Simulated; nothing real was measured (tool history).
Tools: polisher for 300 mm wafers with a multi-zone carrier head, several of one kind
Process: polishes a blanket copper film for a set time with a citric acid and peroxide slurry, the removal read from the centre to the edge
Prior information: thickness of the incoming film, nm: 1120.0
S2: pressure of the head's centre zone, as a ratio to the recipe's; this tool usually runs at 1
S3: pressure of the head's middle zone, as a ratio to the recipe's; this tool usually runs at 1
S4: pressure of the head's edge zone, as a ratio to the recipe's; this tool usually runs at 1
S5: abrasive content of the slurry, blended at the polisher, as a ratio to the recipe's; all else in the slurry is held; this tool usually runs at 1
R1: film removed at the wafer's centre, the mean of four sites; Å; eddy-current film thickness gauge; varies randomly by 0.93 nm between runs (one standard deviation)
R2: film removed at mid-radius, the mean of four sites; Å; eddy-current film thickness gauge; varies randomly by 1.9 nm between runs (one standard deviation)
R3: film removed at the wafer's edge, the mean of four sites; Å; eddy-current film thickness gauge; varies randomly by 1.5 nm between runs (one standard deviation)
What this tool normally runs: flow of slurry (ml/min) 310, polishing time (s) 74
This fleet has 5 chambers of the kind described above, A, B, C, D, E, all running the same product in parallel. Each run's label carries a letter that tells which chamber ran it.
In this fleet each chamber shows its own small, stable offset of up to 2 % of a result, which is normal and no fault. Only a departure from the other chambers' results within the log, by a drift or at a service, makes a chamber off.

At hour 1.1: chamber C: edge zone pressure recalibrated.
Run 1E, hour 2.8: usual settings. Result: R1 1445.6 Å, R2 1450.7 Å, R3 1446.6 Å.
Run 2A, hour 7.4: usual settings. Result: R1 1441.9 Å, R2 1454 Å, R3 1443.4 Å.
Run 3B, hour 11.9: usual settings. Result: R1 1447.2 Å, R2 1450.2 Å, R3 1459.4 Å.
Run 4D, hour 16: usual settings. Result: R1 1457.1 Å, R2 1480.7 Å, R3 1471.8 Å.
At hour 18.4: chamber A: centre zone pressure recalibrated.
At hour 20.4: chamber A: edge zone pressure recalibrated.
Run 5C, hour 21.1: usual settings but S3 0.91, S5 1.15. Result: R1 1479.5 Å, R2 1386.3 Å, R3 1541.4 Å.
Run 6D, hour 25.7: usual settings but S3 0.91, S5 1.15. Result: R1 1514.6 Å, R2 1399.5 Å, R3 1520 Å.
Run 7B, hour 31: usual settings but S3 0.91, S5 1.15. Result: R1 1511.7 Å, R2 1368.8 Å, R3 1494.8 Å.
Run 8A, hour 34.7: usual settings but S3 0.91, S5 1.15. Result: R1 1486.4 Å, R2 1356.2 Å, R3 1520.1 Å.
Run 9E, hour 38.8: usual settings but S3 0.91, S5 1.15. Result: R1 1491.6 Å, R2 1378.3 Å, R3 1470.9 Å.
Run 10C, hour 42.7: usual settings. Result: R1 1435.9 Å, R2 1460.6 Å, R3 1436.1 Å.
Run 11A, hour 48.8: usual settings. Result: R1 1430.6 Å, R2 1424.9 Å, R3 1439.6 Å.
Run 12B, hour 53.4: usual settings. Result: R1 1445.3 Å, R2 1451.5 Å, R3 1451.9 Å.
Run 13E, hour 58.6: usual settings. Result: R1 1445.1 Å, R2 1448.2 Å, R3 1485.7 Å.
At hour 58.8: chamber D: worn pad replaced by a new one.
At hour 59: chamber B: worn pad replaced by a new one.
At hour 62.2: chamber C: centre zone pressure recalibrated.
Run 14D, hour 63.3: usual settings. Result: R1 1454.7 Å, R2 1505.5 Å, R3 1458.5 Å.
Run 15C, hour 68.8: usual settings. Result: R1 1509.7 Å, R2 1468.9 Å, R3 1463.8 Å.
Run 16C, hour 71.7: usual settings but S5 0.9. Result: R1 1485.9 Å, R2 1422.5 Å, R3 1421.5 Å.
Run 17B, hour 77.7: usual settings but S5 0.9. Result: R1 1430.5 Å, R2 1392.1 Å, R3 1441 Å.
Run 18A, hour 81.6: usual settings but S5 0.9. Result: R1 1394 Å, R2 1406.7 Å, R3 1401.9 Å.
At hour 82.3: chamber E: worn pad replaced by a new one.
Run 19D, hour 86.7: usual settings but S5 0.9. Result: R1 1412.6 Å, R2 1423.4 Å, R3 1418.1 Å.
At hour 89.1: chamber C: worn pad replaced by a new one.
Run 20E, hour 92.9: usual settings but S5 0.9. Result: R1 1402.7 Å, R2 1450.8 Å, R3 1422.5 Å.
Run 21E, hour 97: usual settings. Result: R1 1433.3 Å, R2 1438.1 Å, R3 1464.5 Å.
Run 22D, hour 99.7: usual settings. Result: R1 1458 Å, R2 1475.4 Å, R3 1445.5 Å.
Run 23C, hour 102.6: usual settings. Result: R1 1507.6 Å, R2 1424 Å, R3 1486.4 Å.
Run 24A, hour 106.3: usual settings. Result: R1 1435.8 Å, R2 1435.1 Å, R3 1469.1 Å.
Run 25B, hour 110.6: usual settings. Result: R1 1457 Å, R2 1449.2 Å, R3 1445.8 Å.
Run 26C, hour 114.1: usual settings but S3 1.09, S4 1.06. Result: R1 1491.9 Å, R2 1564.3 Å, R3 1514.3 Å.
Run 27E, hour 120.1: usual settings but S3 1.09, S4 1.06. Result: R1 1435.9 Å, R2 1561 Å, R3 1475.8 Å.
Run 28A, hour 124.3: usual settings but S3 1.09, S4 1.06. Result: R1 1441.2 Å, R2 1557 Å, R3 1475 Å.
At hour 125.5: chamber C: slurry nozzle cleaned.
Run 29B, hour 129.7: usual settings but S3 1.09, S4 1.06. Result: R1 1466.8 Å, R2 1603.8 Å, R3 1488.1 Å.
Run 30D, hour 134.7: usual settings but S3 1.09, S4 1.06. Result: R1 1469.6 Å, R2 1597.6 Å, R3 1506.1 Å.
Run 31B, hour 138.2: usual settings. Result: R1 1454.9 Å, R2 1461.4 Å, R3 1465.5 Å.
At hour 138.6: chamber A: worn pad replaced by a new one.
Run 32E, hour 141.1: usual settings. Result: R1 1430.5 Å, R2 1483.4 Å, R3 1436.5 Å.
Run 33C, hour 144.2: usual settings but flow of slurry (ml/min) 225, polishing time (s) 55. Result: R1 1078.4 Å, R2 1013.3 Å, R3 1060.2 Å.
Run 34A, hour 150: usual settings but flow of slurry (ml/min) 225, polishing time (s) 55. Result: R1 1026.5 Å, R2 1045.1 Å, R3 1064.1 Å.
Run 35D, hour 153.4: usual settings but flow of slurry (ml/min) 225, polishing time (s) 55. Result: R1 1039.3 Å, R2 1044.6 Å, R3 1052.9 Å.

One chamber off, gauge drift, or nothing amiss beyond the chambers' own small offsets? If it is a chamber, which one, and what is the likeliest cause?

After it was serviced, chamber C no longer matches the other chambers.
Cause: centre zone's pressure above its setpoint, % = 4.03.

Here are 4 candidates for chamber C's next run, each the usual settings with a change, their results left as question marks. Which one brings its results back in line with what the others give on the usual settings?
A result is in line if it is within this distance of the other chambers' mean on the usual settings: R1 32 Å; R2 67 Å; R3 54 Å
Run 36C-1, hour 157.9: usual settings but S2 1.03, S3 0.99, S4 0.99. Result: R1 ?, R2 ?, R3 ?.
Run 36C-2, hour 157.9: usual settings but S2 0.97, S3 1.01, S4 1.01. Result: R1 ?, R2 ?, R3 ?.
Run 36C-3, hour 157.9: usual settings but flow of slurry (ml/min) 315, S2 1.06, S3 0.98, S4 0.99, polishing time (s) 75. Result: R1 ?, R2 ?, R3 ?.
Run 36C-4, hour 157.9: usual settings but flow of slurry (ml/min) 305, S2 0.94, S3 1.02, S4 1.01, polishing time (s) 73. Result: R1 ?, R2 ?, R3 ?.

On the usual settings, the other chambers give on average: R1 1448.4 Å; R2 1456.4 Å; R3 1456.1 Å
  run      R1      R2      R3
36C-1  1557.2  1444.6  1454.6
36C-2  1457.3  1471.8  1469.4
36C-3  1631.6  1452.5  1476.2
36C-4  1385.9  1463.1  1447.6
Change 36C-2 lands the chamber within the allowed miss of the other chambers.
